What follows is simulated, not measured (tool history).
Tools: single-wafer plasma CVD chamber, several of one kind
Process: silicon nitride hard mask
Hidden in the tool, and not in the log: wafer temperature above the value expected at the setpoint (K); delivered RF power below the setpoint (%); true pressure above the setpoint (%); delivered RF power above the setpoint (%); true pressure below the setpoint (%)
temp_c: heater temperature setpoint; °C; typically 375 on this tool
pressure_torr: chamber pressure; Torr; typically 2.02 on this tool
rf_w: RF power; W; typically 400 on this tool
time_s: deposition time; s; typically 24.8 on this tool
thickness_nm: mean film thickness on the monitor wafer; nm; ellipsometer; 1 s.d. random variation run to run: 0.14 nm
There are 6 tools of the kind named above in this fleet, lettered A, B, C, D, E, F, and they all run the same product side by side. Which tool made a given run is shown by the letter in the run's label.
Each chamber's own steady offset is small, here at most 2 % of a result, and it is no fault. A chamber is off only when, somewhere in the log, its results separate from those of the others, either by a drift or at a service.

run,hour,temp_c,pressure_torr,rf_w,time_s,hours since the last thermocouple change,hours since the last RF generator calibration,hours since the last manometer calibration,"read-back reference wafer on the same gauge, thickness_nm",thickness_nm
1B,7.5,375,2.02,400,24.8,158.5,870.7,421.7,31.195,37.088
2E,12.5,375,2.02,400,24.8,355.2,558.3,291.8,31.197,35.985
3A,19.5,375,2.02,400,24.8,972.3,153.2,883.2,31.161,36.736
4D,27.5,375,2.02,400,24.8,1251.6,487.3,761.1,31.213,37.170
5F,35.9,375,2.02,400,24.8,1754.7,1721.1,705.9,31.212,36.977
6C,43.4,375,2.02,400,24.8,121.3,859.8,2425.2,31.208,36.363
7D,48.5,375,2.02,400,24.8,1272.6,508.3,782.1,31.196,36.919
8F,53.3,375,2.02,400,24.8,1772.1,1738.5,723.3,31.187,36.912
9C,61.7,375,2.02,400,24.8,139.6,878.1,2443.5,31.173,36.515
10E,66.6,375,2.02,400,24.8,409.3,612.4,345.9,31.203,36.096
11A,72.1,375,2.02,400,20.3,1024.9,205.8,935.8,31.178,29.843
12B,76.6,375,2.02,400,20.3,227.6,939.8,490.8,31.185,30.314
13D,81.2,375,2.02,400,20.3,1305.3,541.0,814.8,31.183,30.563
# hour 87.9: chamber F: thermocouple changed; heater temperature recalibrated
14B,90.5,375,2.02,400,20.3,241.5,953.7,504.7,31.192,30.209
15F,96.0,375,2.02,400,20.3,8.1,1781.2,766.0,31.200,30.050
16E,101.2,375,2.02,400,20.3,443.9,647.0,380.5,31.199,29.785
17C,108.5,375,2.02,340,24.8,186.4,924.9,2490.3,31.236,32.991
18A,115.9,375,2.02,340,24.8,1068.7,249.6,979.6,31.195,33.114
19B,120.8,375,2.02,340,24.8,271.8,984.0,535.0,31.227,33.456
20E,128.5,375,2.02,340,24.8,471.2,674.3,407.8,31.215,32.808
21F,133.7,375,2.02,340,24.8,45.8,1818.9,803.7,31.209,33.246
22A,138.0,375,2.02,340,24.8,1090.8,271.7,1001.7,31.180,32.958
23D,145.5,375,2.02,400,24.8,1369.6,605.3,879.1,31.183,37.062
24C,154.6,375,2.02,400,24.8,232.5,971.0,2536.4,31.196,36.517
25B,162.3,375,2.02,400,24.8,313.3,1025.5,576.5,31.179,37.143
26F,169.8,375,2.38,400,24.8,81.9,1855.0,839.8,31.208,38.618
27E,174.0,375,2.38,400,24.8,516.7,719.8,453.3,31.177,37.823
28A,178.9,375,2.38,400,24.8,1131.7,312.6,1042.6,31.204,38.113
29C,186.8,375,2.38,400,24.8,264.7,1003.2,2568.6,31.196,38.040
30D,190.8,375,2.38,400,24.8,1414.9,650.6,924.4,31.211,38.710
31D,195.9,375,2.38,400,24.8,1420.0,655.7,929.5,31.192,38.912
32E,200.1,375,2.02,400,24.8,542.8,745.9,479.4,31.216,36.244
33F,205.2,375,2.02,400,24.8,117.3,1890.4,875.2,31.201,36.792
34B,210.1,375,2.02,475,21.8,361.1,1073.3,624.3,31.198,35.935
35A,217.4,375,2.02,475,21.8,1170.2,351.1,1081.1,31.178,35.555
# hour 222.3: chamber F: RF generator calibrated
36C,224.3,375,2.02,475,21.8,302.2,1040.7,2606.1,31.202,35.392
37F,231.8,375,2.02,475,21.8,143.9,9.5,901.8,31.164,35.740
38A,240.5,375,2.02,475,21.8,1193.3,374.2,1104.2,31.194,35.547
39C,248.7,375,2.02,475,21.8,326.6,1065.1,2630.5,31.198,35.555

Next, every chamber runs the same settings. What will each give?
40A,255.4,362,2.02,400,24.8,,,,,?
40B,255.4,362,2.02,400,24.8,,,,,?
40C,255.4,362,2.02,400,24.8,,,,,?
40D,255.4,362,2.02,400,24.8,,,,,?
40E,255.4,362,2.02,400,24.8,,,,,?
40F,255.4,362,2.02,400,24.8,,,,,?

run,thickness_nm
40A,36.794
40B,37.501
40C,36.669
40D,37.168
40E,36.653
40F,36.929
